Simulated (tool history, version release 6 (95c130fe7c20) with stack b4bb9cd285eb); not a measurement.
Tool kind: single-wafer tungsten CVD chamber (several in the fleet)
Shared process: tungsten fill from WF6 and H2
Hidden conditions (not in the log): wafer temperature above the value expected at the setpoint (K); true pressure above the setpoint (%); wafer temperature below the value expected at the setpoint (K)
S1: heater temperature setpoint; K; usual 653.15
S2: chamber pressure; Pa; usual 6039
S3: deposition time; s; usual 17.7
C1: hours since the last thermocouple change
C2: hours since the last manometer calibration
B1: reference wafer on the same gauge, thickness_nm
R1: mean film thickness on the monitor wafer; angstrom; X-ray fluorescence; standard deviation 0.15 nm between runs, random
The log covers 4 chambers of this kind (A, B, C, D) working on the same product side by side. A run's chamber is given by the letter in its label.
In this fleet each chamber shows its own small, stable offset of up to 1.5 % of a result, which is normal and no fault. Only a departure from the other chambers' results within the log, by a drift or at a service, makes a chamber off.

run   hour      S1    S2    S3      C1      C2      B1      R1
 1A    9.3  653.15  6039  17.7   523.6   870.6  35.587  427.36
 2C   16.3  653.15  6039  17.7   477.1  1522.9  35.589  417.19
 3B   27.6  653.15  6039  17.7   673.0  1269.6  35.600  420.66
 4D   37.9  653.15  6039  17.7  1098.1   941.0  35.555  422.76
 5D   47.2  653.15  6039  17.7  1107.4   950.3  35.599  422.10
 6C   53.7  653.15  6039  17.7   514.5  1560.3  35.595  417.45
 7B   59.5  653.15  6039  17.7   704.9  1301.5  35.603  422.13
 8A   65.9  653.15  6039  17.7   580.2   927.2  35.600  428.73
 9B   71.8  653.15  6039  17.7   717.2  1313.8  35.563  419.56
      77.1  -- chamber B: capacitance manometer re-zeroed and calibrated
10D   79.6  653.15  4706  17.7  1139.8   982.7  35.568  376.50
      83.6  -- chamber D: thermocouple changed; heater temperature recalibrated
11A   87.9  653.15  4706  17.7   602.2   949.2  35.601  381.31
12C   98.0  653.15  4706  17.7   558.8  1604.6  35.631  371.49
13C  105.4  653.15  4706  17.7   566.2  1612.0  35.625  371.05
14A  114.4  653.15  4880  20.5   628.7   975.7  35.602  451.31
15B  121.9  653.15  4880  20.5   767.3    44.8  35.594  438.77
16D  131.4  653.15  4880  20.5    47.9  1034.5  35.577  444.13
17C  141.7  653.15  4880  20.5   602.5  1648.3  35.592  434.63
18B  148.9  653.15  6039  17.7   794.3    71.8  35.585  420.44
19A  155.6  653.15  6039  17.7   669.9  1016.9  35.600  427.28
20D  161.9  653.15  6039  17.7    78.4  1065.0  35.602  420.73
21B  168.4  653.15  6039  17.7   813.8    91.3  35.621  422.19
22A  178.5  653.15  6039  17.7   692.8  1039.8  35.592  428.89
23D  187.2  653.15  6039  17.7   103.7  1090.3  35.605  422.09
24C  194.5  653.15  4840  17.7   655.3  1701.1  35.622  367.83
25A  205.3  653.15  4840  17.7   719.6  1066.6  35.571  385.72
26B  216.3  653.15  4840  17.7   861.7   139.2  35.584  380.12
27D  226.8  653.15  4840  17.7   143.3  1129.9  35.634  381.15
28C  232.9  653.15  6039  17.7   693.7  1739.5  35.643  399.47
29B  240.5  653.15  6039  17.7   885.9   163.4  35.580  417.80

Each of the 4 chambers runs these same settings next. Fill in every chamber's results:
30A  248.7  653.15  6506  17.7               ?
30B  248.7  653.15  6506  17.7               ?
30C  248.7  653.15  6506  17.7               ?
30D  248.7  653.15  6506  17.7               ?

run      R1
30A  443.31
30B  436.01
30C  412.16
30D  435.18
